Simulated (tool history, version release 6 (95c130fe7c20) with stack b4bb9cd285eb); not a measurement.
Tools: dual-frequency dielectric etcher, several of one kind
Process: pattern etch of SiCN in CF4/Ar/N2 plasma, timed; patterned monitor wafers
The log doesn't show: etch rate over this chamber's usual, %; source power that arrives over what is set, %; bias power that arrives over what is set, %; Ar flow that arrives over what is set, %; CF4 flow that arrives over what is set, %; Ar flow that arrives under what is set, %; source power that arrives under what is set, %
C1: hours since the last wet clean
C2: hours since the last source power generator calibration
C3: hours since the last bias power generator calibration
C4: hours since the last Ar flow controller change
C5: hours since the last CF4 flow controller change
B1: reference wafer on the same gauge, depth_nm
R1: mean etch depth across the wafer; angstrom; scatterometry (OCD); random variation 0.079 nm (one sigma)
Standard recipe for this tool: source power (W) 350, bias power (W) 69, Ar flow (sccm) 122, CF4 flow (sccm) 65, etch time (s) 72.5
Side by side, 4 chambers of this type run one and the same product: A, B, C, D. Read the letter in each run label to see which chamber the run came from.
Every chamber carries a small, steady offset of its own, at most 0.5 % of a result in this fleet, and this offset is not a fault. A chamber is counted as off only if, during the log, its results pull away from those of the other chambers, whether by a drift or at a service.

{"day": 0.421, "done": "chamber D: CF4 flow controller replaced"}
{"run": "1A", "day": 0.425, "source power (W)": 350, "bias power (W)": 69, "Ar flow (sccm)": 122, "CF4 flow (sccm)": 65, "etch time (s)": 72.5, "C1": 194.3, "C2": 891.8, "C3": 3472.3, "C4": 1574.5, "C5": 1408.9, "B1": 45.014, "R1": 474.82}
{"run": "2B", "day": 0.75, "source power (W)": 350, "bias power (W)": 69, "Ar flow (sccm)": 122, "CF4 flow (sccm)": 65, "etch time (s)": 72.5, "C1": 19.4, "C2": 1053.1, "C3": 1450.1, "C4": 3049, "C5": 327.5, "B1": 45.026, "R1": 473.48}
{"run": "3D", "day": 1.192, "source power (W)": 350, "bias power (W)": 69, "Ar flow (sccm)": 122, "CF4 flow (sccm)": 65, "etch time (s)": 72.5, "C1": 660.2, "C2": 761.7, "C3": 1628.1, "C4": 4125, "C5": 18.6, "B1": 45.049, "R1": 475.94}
{"run": "4C", "day": 1.712, "source power (W)": 350, "bias power (W)": 69, "Ar flow (sccm)": 122, "CF4 flow (sccm)": 65, "etch time (s)": 72.5, "C1": 411.3, "C2": 305.8, "C3": 767.5, "C4": 1317.8, "C5": 1178, "B1": 45.029, "R1": 476.49}
{"run": "5A", "day": 2.046, "source power (W)": 350, "bias power (W)": 69, "Ar flow (sccm)": 122, "CF4 flow (sccm)": 65, "etch time (s)": 72.5, "C1": 233.2, "C2": 930.7, "C3": 3511.2, "C4": 1613.4, "C5": 1447.8, "B1": 45.062, "R1": 474.28}
{"run": "6B", "day": 2.279, "source power (W)": 350, "bias power (W)": 69, "Ar flow (sccm)": 122, "CF4 flow (sccm)": 65, "etch time (s)": 72.5, "C1": 56.1, "C2": 1089.8, "C3": 1486.8, "C4": 3085.7, "C5": 364.2, "B1": 45.073, "R1": 473.33}
{"day": 2.571, "done": "chamber D: wet clean of the chamber"}
{"run": "7D", "day": 2.771, "source power (W)": 350, "bias power (W)": 69, "Ar flow (sccm)": 122, "CF4 flow (sccm)": 65, "etch time (s)": 72.5, "C1": 4.8, "C2": 799.6, "C3": 1666, "C4": 4162.9, "C5": 56.5, "B1": 45.086, "R1": 476.97}
{"run": "8C", "day": 3.012, "source power (W)": 350, "bias power (W)": 69, "Ar flow (sccm)": 122, "CF4 flow (sccm)": 65, "etch time (s)": 72.5, "C1": 442.5, "C2": 337, "C3": 798.7, "C4": 1349, "C5": 1209.2, "B1": 45.089, "R1": 476.99}
{"run": "9B", "day": 3.267, "source power (W)": 350, "bias power (W)": 69, "Ar flow (sccm)": 122, "CF4 flow (sccm)": 65, "etch time (s)": 72.5, "C1": 79.8, "C2": 1113.5, "C3": 1510.5, "C4": 3109.4, "C5": 387.9, "B1": 45.086, "R1": 473.7}
{"run": "10D", "day": 3.733, "source power (W)": 350, "bias power (W)": 69, "Ar flow (sccm)": 122, "CF4 flow (sccm)": 65, "etch time (s)": 72.5, "C1": 27.9, "C2": 822.7, "C3": 1689.1, "C4": 4186, "C5": 79.6, "B1": 45.112, "R1": 475.07}
{"run": "11C", "day": 4.129, "source power (W)": 350, "bias power (W)": 69, "Ar flow (sccm)": 122, "CF4 flow (sccm)": 65, "etch time (s)": 72.5, "C1": 469.3, "C2": 363.8, "C3": 825.5, "C4": 1375.8, "C5": 1236, "B1": 45.112, "R1": 476.65}
{"run": "12A", "day": 4.642, "source power (W)": 350, "bias power (W)": 69, "Ar flow (sccm)": 94, "CF4 flow (sccm)": 65, "etch time (s)": 72.5, "C1": 295.5, "C2": 993, "C3": 3573.5, "C4": 1675.7, "C5": 1510.1, "B1": 45.127, "R1": 497.32}
{"run": "13D", "day": 5.025, "source power (W)": 350, "bias power (W)": 69, "Ar flow (sccm)": 94, "CF4 flow (sccm)": 65, "etch time (s)": 72.5, "C1": 58.9, "C2": 853.7, "C3": 1720.1, "C4": 4217, "C5": 110.6, "B1": 45.146, "R1": 496.42}
{"run": "14B", "day": 5.496, "source power (W)": 350, "bias power (W)": 69, "Ar flow (sccm)": 94, "CF4 flow (sccm)": 65, "etch time (s)": 72.5, "C1": 133.3, "C2": 1167, "C3": 1564, "C4": 3162.9, "C5": 441.4, "B1": 45.167, "R1": 494.3}
{"run": "15C", "day": 6.029, "source power (W)": 350, "bias power (W)": 69, "Ar flow (sccm)": 94, "CF4 flow (sccm)": 65, "etch time (s)": 72.5, "C1": 514.9, "C2": 409.4, "C3": 871.1, "C4": 1421.4, "C5": 1281.6, "B1": 45.171, "R1": 495.42}
{"run": "16A", "day": 6.462, "source power (W)": 350, "bias power (W)": 69, "Ar flow (sccm)": 122, "CF4 flow (sccm)": 65, "etch time (s)": 72.5, "C1": 339.2, "C2": 1036.7, "C3": 3617.2, "C4": 1719.4, "C5": 1553.8, "B1": 45.186, "R1": 477.7}
{"run": "17D", "day": 6.75, "source power (W)": 350, "bias power (W)": 69, "Ar flow (sccm)": 122, "CF4 flow (sccm)": 65, "etch time (s)": 72.5, "C1": 100.3, "C2": 895.1, "C3": 1761.5, "C4": 4258.4, "C5": 152, "B1": 45.196, "R1": 476.99}
{"day": 6.992, "done": "chamber C: wet clean of the chamber"}
{"run": "18A", "day": 7.133, "source power (W)": 350, "bias power (W)": 69, "Ar flow (sccm)": 122, "CF4 flow (sccm)": 65, "etch time (s)": 72.5, "C1": 355.3, "C2": 1052.8, "C3": 3633.3, "C4": 1735.5, "C5": 1569.9, "B1": 45.204, "R1": 476.94}
{"run": "19C", "day": 7.479, "source power (W)": 350, "bias power (W)": 83, "Ar flow (sccm)": 103, "CF4 flow (sccm)": 65, "etch time (s)": 72.5, "C1": 11.7, "C2": 444.2, "C3": 905.9, "C4": 1456.2, "C5": 1316.4, "B1": 45.218, "R1": 523.08}
{"run": "20B", "day": 7.912, "source power (W)": 350, "bias power (W)": 83, "Ar flow (sccm)": 103, "CF4 flow (sccm)": 65, "etch time (s)": 72.5, "C1": 191.3, "C2": 1225, "C3": 1622, "C4": 3220.9, "C5": 499.4, "B1": 45.23, "R1": 522.03}
{"run": "21C", "day": 8.208, "source power (W)": 350, "bias power (W)": 83, "Ar flow (sccm)": 103, "CF4 flow (sccm)": 65, "etch time (s)": 72.5, "C1": 29.2, "C2": 461.7, "C3": 923.4, "C4": 1473.7, "C5": 1333.9, "B1": 45.226, "R1": 522.59}
{"run": "22A", "day": 8.604, "source power (W)": 350, "bias power (W)": 83, "Ar flow (sccm)": 103, "CF4 flow (sccm)": 65, "etch time (s)": 72.5, "C1": 390.6, "C2": 1088.1, "C3": 3668.6, "C4": 1770.8, "C5": 1605.2, "B1": 45.228, "R1": 525.03}
{"run": "23B", "day": 9.012, "source power (W)": 350, "bias power (W)": 69, "Ar flow (sccm)": 122, "CF4 flow (sccm)": 65, "etch time (s)": 72.5, "C1": 217.7, "C2": 1251.4, "C3": 1648.4, "C4": 3247.3, "C5": 525.8, "B1": 45.264, "R1": 475.2}
{"run": "24D", "day": 9.346, "source power (W)": 350, "bias power (W)": 69, "Ar flow (sccm)": 122, "CF4 flow (sccm)": 65, "etch time (s)": 72.5, "C1": 162.6, "C2": 957.4, "C3": 1823.8, "C4": 4320.7, "C5": 214.3, "B1": 45.276, "R1": 477.38}
{"run": "25A", "day": 9.712, "source power (W)": 350, "bias power (W)": 69, "Ar flow (sccm)": 122, "CF4 flow (sccm)": 65, "etch time (s)": 72.5, "C1": 417.2, "C2": 1114.7, "C3": 3695.2, "C4": 1797.4, "C5": 1631.8, "B1": 45.271, "R1": 477.88}
{"run": "26C", "day": 10.117, "source power (W)": 350, "bias power (W)": 69, "Ar flow (sccm)": 122, "CF4 flow (sccm)": 65, "etch time (s)": 72.5, "C1": 75, "C2": 507.5, "C3": 969.2, "C4": 1519.5, "C5": 1379.7, "B1": 45.305, "R1": 476.45}
{"run": "27B", "day": 10.658, "source power (W)": 350, "bias power (W)": 69, "Ar flow (sccm)": 122, "CF4 flow (sccm)": 65, "etch time (s)": 72.5, "C1": 257.2, "C2": 1290.9, "C3": 1687.9, "C4": 3286.8, "C5": 565.3, "B1": 45.305, "R1": 476.46}

Each of the 4 chambers runs these same settings next. Fill in every chamber's results:
{"run": "28A", "day": 11.046, "source power (W)": 350, "bias power (W)": 69, "Ar flow (sccm)": 122, "CF4 flow (sccm)": 65, "etch time (s)": 72.5, "R1": "?"}
{"run": "28B", "day": 11.046, "source power (W)": 350, "bias power (W)": 69, "Ar flow (sccm)": 122, "CF4 flow (sccm)": 65, "etch time (s)": 72.5, "R1": "?"}
{"run": "28C", "day": 11.046, "source power (W)": 350, "bias power (W)": 69, "Ar flow (sccm)": 122, "CF4 flow (sccm)": 65, "etch time (s)": 72.5, "R1": "?"}
{"run": "28D", "day": 11.046, "source power (W)": 350, "bias power (W)": 69, "Ar flow (sccm)": 122, "CF4 flow (sccm)": 65, "etch time (s)": 72.5, "R1": "?"}

run=28A R1=477.37
run=28B R1=475.5
run=28C R1=479.48
run=28D R1=478.15
